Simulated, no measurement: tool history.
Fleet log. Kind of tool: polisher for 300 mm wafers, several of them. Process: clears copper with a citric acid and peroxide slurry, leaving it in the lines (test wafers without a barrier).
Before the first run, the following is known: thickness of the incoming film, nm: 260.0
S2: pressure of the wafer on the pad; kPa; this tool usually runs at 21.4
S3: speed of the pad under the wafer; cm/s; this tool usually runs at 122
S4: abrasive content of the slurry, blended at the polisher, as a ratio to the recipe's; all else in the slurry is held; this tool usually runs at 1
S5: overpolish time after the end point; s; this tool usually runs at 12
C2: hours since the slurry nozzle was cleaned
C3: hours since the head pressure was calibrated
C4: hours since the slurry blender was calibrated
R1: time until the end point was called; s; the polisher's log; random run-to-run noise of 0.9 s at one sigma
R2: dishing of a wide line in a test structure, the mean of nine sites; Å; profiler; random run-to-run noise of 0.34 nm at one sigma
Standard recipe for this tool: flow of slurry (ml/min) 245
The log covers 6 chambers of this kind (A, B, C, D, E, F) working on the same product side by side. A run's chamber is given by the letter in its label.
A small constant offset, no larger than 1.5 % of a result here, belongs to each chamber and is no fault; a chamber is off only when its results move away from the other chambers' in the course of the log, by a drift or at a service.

Run 1B, hour 2.8: usual settings; wafers polished on this pad 326; C2 285.7; C3 611.3; C4 243.3. Result: R1 82.777 s, R2 274.83 Å.
Run 2A, hour 7.8: usual settings; wafers polished on this pad 495; C2 120.5; C3 154.7; C4 164.3. Result: R1 84.397 s, R2 269.09 Å.
At hour 9.5: chamber E: slurry blender recalibrated.
At hour 11.5: chamber E: worn pad replaced by a new one.
Run 3E, hour 12.6: usual settings; wafers polished on this pad 10; C2 126.0; C3 461.2; C4 3.1. Result: R1 86.026 s, R2 266.07 Å.
Run 4D, hour 15.1: usual settings; wafers polished on this pad 553; C2 68.5; C3 391.0; C4 42.4. Result: R1 81.654 s, R2 268.41 Å.
Run 5F, hour 18.2: usual settings; wafers polished on this pad 458; C2 39.4; C3 1015.8; C4 151.1. Result: R1 81.439 s, R2 272.02 Å.
Run 6C, hour 20.4: usual settings but flow of slurry (ml/min) 295, S3 148 cm/s; wafers polished on this pad 370; C2 92.0; C3 451.1; C4 223.5. Result: R1 68.666 s, R2 323.31 Å.
Run 7F, hour 24.7: usual settings but flow of slurry (ml/min) 295, S3 148 cm/s; wafers polished on this pad 515; C2 45.9; C3 1022.3; C4 157.6. Result: R1 68.248 s, R2 326.35 Å.
Run 8A, hour 27.1: usual settings but flow of slurry (ml/min) 295, S3 148 cm/s; wafers polished on this pad 664; C2 139.8; C3 174.0; C4 183.6. Result: R1 68.238 s, R2 326.07 Å.
Run 9E, hour 30.8: usual settings but flow of slurry (ml/min) 295, S3 148 cm/s; wafers polished on this pad 170; C2 144.2; C3 479.4; C4 21.3. Result: R1 68.364 s, R2 335.28 Å.
Run 10B, hour 35.2: usual settings but flow of slurry (ml/min) 295, S3 148 cm/s; wafers polished on this pad 610; C2 318.1; C3 643.7; C4 275.7. Result: R1 66.711 s, R2 331.55 Å.
Run 11C, hour 39.8: usual settings but flow of slurry (ml/min) 295, S3 148 cm/s; wafers polished on this pad 540; C2 111.4; C3 470.5; C4 242.9. Result: R1 68.865 s, R2 326.29 Å.
Run 12D, hour 42.5: usual settings; wafers polished on this pad 794; C2 95.9; C3 418.4; C4 69.8. Result: R1 84.198 s, R2 267.12 Å.
At hour 43.4: chamber A: worn pad replaced by a new one.
Run 13A, hour 47.0: usual settings; wafers polished on this pad 31; C2 159.7; C3 193.9; C4 203.5. Result: R1 85.309 s, R2 271.60 Å.
At hour 49.1: chamber C: worn pad replaced by a new one.
Run 14F, hour 49.4: usual settings; wafers polished on this pad 732; C2 70.6; C3 1047.0; C4 182.3. Result: R1 83.848 s, R2 267.58 Å.
Run 15C, hour 53.7: usual settings; wafers polished on this pad 40; C2 125.3; C3 484.4; C4 256.8. Result: R1 84.740 s, R2 273.88 Å.
Run 16E, hour 56.9: usual settings; wafers polished on this pad 399; C2 170.3; C3 505.5; C4 47.4. Result: R1 85.142 s, R2 267.08 Å.
Run 17B, hour 61.6: usual settings; wafers polished on this pad 842; C2 344.5; C3 670.1; C4 302.1. Result: R1 83.671 s, R2 274.11 Å.
Run 18D, hour 65.9: usual settings; wafers polished on this pad 999; C2 119.3; C3 441.8; C4 93.2. Result: R1 85.502 s, R2 269.81 Å.
At hour 69.7: chamber F: worn pad replaced by a new one.
Run 19C, hour 70.4: usual settings but S5 18 s; wafers polished on this pad 187; C2 142.0; C3 501.1; C4 273.5. Result: R1 85.148 s, R2 389.55 Å.
Run 20A, hour 75.1: usual settings but S5 18 s; wafers polished on this pad 278; C2 187.8; C3 222.0; C4 231.6. Result: R1 83.176 s, R2 381.07 Å.
Run 21D, hour 77.5: usual settings but S5 18 s; wafers polished on this pad 1101; C2 130.9; C3 453.4; C4 104.8. Result: R1 86.054 s, R2 377.29 Å.
Run 22B, hour 81.6: usual settings but S5 18 s; wafers polished on this pad 1017; C2 364.5; C3 690.1; C4 322.1. Result: R1 82.152 s, R2 386.03 Å.
Run 23F, hour 86.1: usual settings but S5 18 s; wafers polished on this pad 144; C2 107.3; C3 1083.7; C4 219.0. Result: R1 84.648 s, R2 387.32 Å.
At hour 86.3: chamber B: worn pad replaced by a new one.
Run 24E, hour 88.4: usual settings but S5 18 s; wafers polished on this pad 675; C2 201.8; C3 537.0; C4 78.9. Result: R1 82.060 s, R2 388.79 Å.
Run 25A, hour 93.2: usual settings but S3 154 cm/s, S5 15 s; wafers polished on this pad 437; C2 205.9; C3 240.1; C4 249.7. Result: R1 66.821 s, R2 402.27 Å.
At hour 95.4: chamber F: slurry blender recalibrated.
Run 26E, hour 96.3: usual settings but S3 154 cm/s, S5 15 s; wafers polished on this pad 745; C2 209.7; C3 544.9; C4 86.8. Result: R1 67.797 s, R2 411.76 Å.
Run 27C, hour 100.8: usual settings but S3 154 cm/s, S5 15 s; wafers polished on this pad 454; C2 172.4; C3 531.5; C4 303.9. Result: R1 66.600 s, R2 405.95 Å.
Run 28F, hour 103.7: usual settings but S3 154 cm/s, S5 15 s; wafers polished on this pad 299; C2 124.9; C3 1101.3; C4 8.3. Result: R1 66.531 s, R2 404.34 Å.
Run 29B, hour 107.4: usual settings but S3 154 cm/s, S5 15 s; wafers polished on this pad 185; C2 390.3; C3 715.9; C4 347.9. Result: R1 66.248 s, R2 404.49 Å.
Run 30D, hour 110.9: usual settings but S3 154 cm/s, S5 15 s; wafers polished on this pad 1394; C2 164.3; C3 486.8; C4 138.2. Result: R1 69.993 s, R2 381.59 Å.
Run 31B, hour 113.7: usual settings; wafers polished on this pad 240; C2 396.6; C3 722.2; C4 354.2. Result: R1 83.835 s, R2 270.27 Å.
Run 32A, hour 118.2: usual settings; wafers polished on this pad 656; C2 230.9; C3 265.1; C4 274.7. Result: R1 82.304 s, R2 263.62 Å.
At hour 120.1: chamber C: worn pad replaced by a new one.
Run 33F, hour 120.9: usual settings; wafers polished on this pad 450; C2 142.1; C3 1118.5; C4 25.5. Result: R1 84.545 s, R2 268.42 Å.
At hour 121.3: chamber A: slurry blender recalibrated.
At hour 125.0: chamber E: worn pad replaced by a new one.
Run 34E, hour 125.4: usual settings; wafers polished on this pad 3; C2 238.8; C3 574.0; C4 115.9. Result: R1 82.801 s, R2 279.05 Å.
Run 35C, hour 128.6: usual settings but flow of slurry (ml/min) 275; wafers polished on this pad 75; C2 200.2; C3 559.3; C4 331.7. Result: R1 83.604 s, R2 271.65 Å.
Run 36D, hour 131.4: usual settings but flow of slurry (ml/min) 275; wafers polished on this pad 1574; C2 184.8; C3 507.3; C4 158.7. Result: R1 90.616 s, R2 249.07 Å.
Run 37A, hour 134.8: usual settings but flow of slurry (ml/min) 275; wafers polished on this pad 802; C2 247.5; C3 281.7; C4 13.6. Result: R1 82.350 s, R2 266.21 Å.
Run 38D, hour 138.4: usual settings but flow of slurry (ml/min) 275; wafers polished on this pad 1636; C2 191.8; C3 514.3; C4 165.7. Result: R1 89.527 s, R2 254.97 Å.
At hour 140.4: chamber B: slurry blender recalibrated.
Run 39C, hour 141.0: usual settings but flow of slurry (ml/min) 275; wafers polished on this pad 184; C2 212.6; C3 571.7; C4 344.1. Result: R1 84.014 s, R2 275.81 Å.
Run 40F, hour 143.4: usual settings but flow of slurry (ml/min) 275; wafers polished on this pad 647; C2 164.6; C3 1141.0; C4 48.0. Result: R1 82.496 s, R2 275.26 Å.
Run 41E, hour 146.1: usual settings; wafers polished on this pad 185; C2 259.5; C3 594.7; C4 136.6. Result: R1 85.141 s, R2 273.08 Å.
Run 42B, hour 149.2: usual settings; wafers polished on this pad 552; C2 432.1; C3 757.7; C4 8.8. Result: R1 83.254 s, R2 274.49 Å.
Run 43C, hour 151.4: usual settings; wafers polished on this pad 275; C2 223.0; C3 582.1; C4 354.5. Result: R1 83.524 s, R2 268.36 Å.

One chamber off, gauge drift, or nothing amiss beyond the chambers' own small offsets? If it is a chamber, which one, and what is the likeliest cause?

It is chamber D that slowly wanders off from its peers.
What lies behind it: removal rate lost through wear of the pad, % = 10.
The log may not tell that from: head's pressure below its setpoint, %; abrasive missing from the slurry, %.

Here are 4 candidates for chamber D's next run, each the usual settings with a change, their results left as question marks. Which one brings its results back in line with what the others give on the usual settings?
In line means no further than this from the other chambers' mean on the usual settings: R1 3.200 s; R2 12.00 Å
Run 44D-1, hour 155.0: usual settings but S2 19.3 kPa, S3 112 cm/s. Result: R1 ?, R2 ?.
Run 44D-2, hour 155.0: usual settings but S2 20.0 kPa, S3 116 cm/s. Result: R1 ?, R2 ?.
Run 44D-3, hour 155.0: usual settings but flow of slurry (ml/min) 250, S2 23.4 kPa, S3 134 cm/s. Result: R1 ?, R2 ?.
Run 44D-4, hour 155.0: usual settings but S2 22.8 kPa, S3 128 cm/s. Result: R1 ?, R2 ?.

On the usual settings, the other chambers give on average: R1 84.030 s; R2 271.49 Å
  run       R1      R2
44D-1  112.550  205.28
44D-2  105.030  219.10
44D-3   77.652  290.38
44D-4   83.874  270.46
With 44D-4, the chamber falls back in line with the rest.
